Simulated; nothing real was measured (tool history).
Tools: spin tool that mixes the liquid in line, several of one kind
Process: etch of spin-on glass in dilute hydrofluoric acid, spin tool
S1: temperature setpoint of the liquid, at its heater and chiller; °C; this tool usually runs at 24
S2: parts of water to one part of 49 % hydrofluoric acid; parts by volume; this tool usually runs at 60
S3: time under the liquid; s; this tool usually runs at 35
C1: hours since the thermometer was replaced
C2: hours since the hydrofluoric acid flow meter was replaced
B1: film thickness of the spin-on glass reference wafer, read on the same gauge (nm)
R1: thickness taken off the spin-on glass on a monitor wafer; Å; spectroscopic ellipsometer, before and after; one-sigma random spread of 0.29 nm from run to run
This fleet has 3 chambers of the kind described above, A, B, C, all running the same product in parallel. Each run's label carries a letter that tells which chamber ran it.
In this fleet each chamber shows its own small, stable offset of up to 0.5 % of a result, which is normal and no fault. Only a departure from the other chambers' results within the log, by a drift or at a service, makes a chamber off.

run,hour,S1,S2,S3,C1,C2,B1,R1
1C,5.4,24,60,35,1119.1,531.9,49.995,312.27
2B,11.6,24,60,35,734.2,390.5,49.985,310.60
3A,22.9,24,60,35,1262.9,318.8,50.012,313.59
4B,32.2,24,60,35,754.8,411.1,50.002,312.30
5A,42.9,24,60,35,1282.9,338.8,49.996,310.08
6C,48.1,24,60,35,1161.8,574.6,49.994,309.25
7B,54.5,24,60,35,777.1,433.4,49.983,315.26
8C,62.4,24,60,35,1176.1,588.9,49.990,311.22
9A,67.5,24,60,35,1307.5,363.4,49.979,313.17
10A,73.9,24,60,35,1313.9,369.8,50.007,317.80
11B,84.8,24,60,35,807.4,463.7,49.996,317.04
12C,91.9,24,60,35,1205.6,618.4,49.986,314.27
13B,102.5,24,60,35,825.1,481.4,49.989,323.41
14C,114.1,24,60,35,1227.8,640.6,49.987,317.73
15A,124.6,24,60,35,1364.6,420.5,50.006,313.90
16A,130.2,24,60,35,1370.2,426.1,49.992,310.99
17B,135.5,24,60,35,858.1,514.4,49.991,329.33
18C,140.8,24,60,35,1254.5,667.3,50.008,315.42
19A,150.0,24,60,35,1390.0,445.9,50.014,314.19
20B,157.4,24,60,35,880.0,536.3,49.983,337.01
21C,168.1,24,60,35,1281.8,694.6,50.004,310.97
22C,175.4,24,60,35,1289.1,701.9,50.010,312.35

For the next run the whole fleet of 3 chambers uses the same settings. Give each chamber's results:
23A,183.7,24,60,35,,,,?
23B,183.7,24,60,35,,,,?
23C,183.7,24,60,35,,,,?

run,R1
23A,312.69
23B,346.07
23C,307.29
